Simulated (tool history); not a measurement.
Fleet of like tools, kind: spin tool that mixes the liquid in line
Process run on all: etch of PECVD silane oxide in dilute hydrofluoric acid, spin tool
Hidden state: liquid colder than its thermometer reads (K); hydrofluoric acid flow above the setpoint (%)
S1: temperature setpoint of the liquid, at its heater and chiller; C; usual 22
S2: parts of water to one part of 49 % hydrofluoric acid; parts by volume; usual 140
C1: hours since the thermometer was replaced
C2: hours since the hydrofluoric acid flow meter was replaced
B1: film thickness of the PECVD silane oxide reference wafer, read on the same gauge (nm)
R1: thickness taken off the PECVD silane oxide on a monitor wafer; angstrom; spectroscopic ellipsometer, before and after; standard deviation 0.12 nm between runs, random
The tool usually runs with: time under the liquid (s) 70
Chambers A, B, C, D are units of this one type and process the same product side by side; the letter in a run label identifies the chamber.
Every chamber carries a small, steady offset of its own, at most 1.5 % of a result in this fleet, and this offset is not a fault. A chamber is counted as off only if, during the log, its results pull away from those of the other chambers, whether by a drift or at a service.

Run 1B, hour 5.3: usual settings; C1 854.9; C2 1003.4; B1 70.019. Result: R1 153.67 angstrom.
Run 2C, hour 10.3: usual settings; C1 825; C2 166.2; B1 69.998. Result: R1 154.39 angstrom.
Run 3A, hour 14.6: usual settings; C1 345.3; C2 800.6; B1 70.005. Result: R1 151.32 angstrom.
Run 4D, hour 20.9: usual settings; C1 1442.2; C2 175.5; B1 70. Result: R1 152.66 angstrom.
Run 5A, hour 25.5: usual settings but S1 17.5 C; C1 356.2; C2 811.5; B1 70.016. Result: R1 127.42 angstrom.
Run 6C, hour 31.3: usual settings but S1 17.5 C; C1 846; C2 187.2; B1 70.028. Result: R1 126.36 angstrom.
Run 7B, hour 35.1: usual settings but S1 17.5 C; C1 884.7; C2 1033.2; B1 69.998. Result: R1 128.48 angstrom.
Run 8D, hour 40.1: usual settings but S1 17.5 C; C1 1461.4; C2 194.7; B1 70.007. Result: R1 125.19 angstrom.
Run 9A, hour 44: usual settings; C1 374.7; C2 830; B1 69.985. Result: R1 153.02 angstrom.
Run 10B, hour 48.2: usual settings; C1 897.8; C2 1046.3; B1 70.03. Result: R1 154.4 angstrom.
Run 11C, hour 51.8: usual settings; C1 866.5; C2 207.7; B1 70.004. Result: R1 151.17 angstrom.
Run 12D, hour 56.1: usual settings; C1 1477.4; C2 210.7; B1 70.005. Result: R1 149.69 angstrom.
Run 13B, hour 60.5: usual settings; C1 910.1; C2 1058.6; B1 70.008. Result: R1 153.36 angstrom.
Run 14C, hour 64.7: usual settings; C1 879.4; C2 220.6; B1 70.02. Result: R1 149.14 angstrom.
Run 15A, hour 68: usual settings but S1 24.5 C, time under the liquid (s) 50; C1 398.7; C2 854; B1 70.016. Result: R1 119.72 angstrom.
Run 16D, hour 71.1: usual settings but S1 24.5 C, time under the liquid (s) 50; C1 1492.4; C2 225.7; B1 69.99. Result: R1 118.97 angstrom.
Run 17A, hour 76.5: usual settings but S1 24.5 C, time under the liquid (s) 50; C1 407.2; C2 862.5; B1 69.979. Result: R1 119.65 angstrom.
Run 18C, hour 80.5: usual settings but S1 24.5 C, time under the liquid (s) 50; C1 895.2; C2 236.4; B1 70.037. Result: R1 115.81 angstrom.
Run 19B, hour 86.1: usual settings; C1 935.7; C2 1084.2; B1 70.013. Result: R1 153.22 angstrom.
Run 20D, hour 90.2: usual settings; C1 1511.5; C2 244.8; B1 69.955. Result: R1 152.27 angstrom.
Run 21A, hour 93.8: usual settings but S1 24.5 C; C1 424.5; C2 879.8; B1 70.015. Result: R1 168.04 angstrom.
Run 22D, hour 98: usual settings but S1 24.5 C; C1 1519.3; C2 252.6; B1 70.012. Result: R1 168.91 angstrom.
Run 23C, hour 104.1: usual settings but S1 24.5 C; C1 918.8; C2 260; B1 69.987. Result: R1 160.78 angstrom.
Run 24B, hour 107: usual settings but S1 24.5 C; C1 956.6; C2 1105.1; B1 69.969. Result: R1 168.74 angstrom.
Run 25B, hour 113.3: usual settings; C1 962.9; C2 1111.4; B1 70.003. Result: R1 152.64 angstrom.
Run 26C, hour 118.3: usual settings; C1 933; C2 274.2; B1 69.99. Result: R1 142.36 angstrom.
Run 27D, hour 123.7: usual settings but S1 18.5 C, S2 175 parts by volume; C1 1545; C2 278.3; B1 69.978. Result: R1 102.25 angstrom.
Run 28A, hour 130: usual settings but S1 18.5 C, S2 175 parts by volume; C1 460.7; C2 916; B1 70.043. Result: R1 100.62 angstrom.

One chamber off, gauge drift, or nothing amiss beyond the chambers' own small offsets? If it is a chamber, which one, and what is the likeliest cause?

It is chamber C that slowly wanders off from its peers.
Most likely cause: liquid colder than its thermometer reads (K) = 2.34.
It could be hard to tell apart here from: hydrofluoric acid flow below the setpoint (%).

Here are 4 candidates for chamber C's next run, each the usual settings with a change, their results left as question marks. Which one brings its results back in line with what the others give on the usual settings?
In-line tolerance around the mean of the other chambers on the usual settings: R1 4.3 angstrom
Run 29C-1, hour 134.6: usual settings but time under the liquid (s) 65. Result: R1 ?.
Run 29C-2, hour 134.6: usual settings but S2 135 parts by volume. Result: R1 ?.
Run 29C-3, hour 134.6: usual settings but S2 145 parts by volume. Result: R1 ?.
Run 29C-4, hour 134.6: usual settings but S1 24 C. Result: R1 ?.

The mean the other chambers reach with the usual settings: R1 152.29 angstrom
  run      R1
29C-1  130.58
29C-2  146.52
29C-3  135.13
29C-4  152.27
29C-4 puts the chamber back in line with the other chambers.
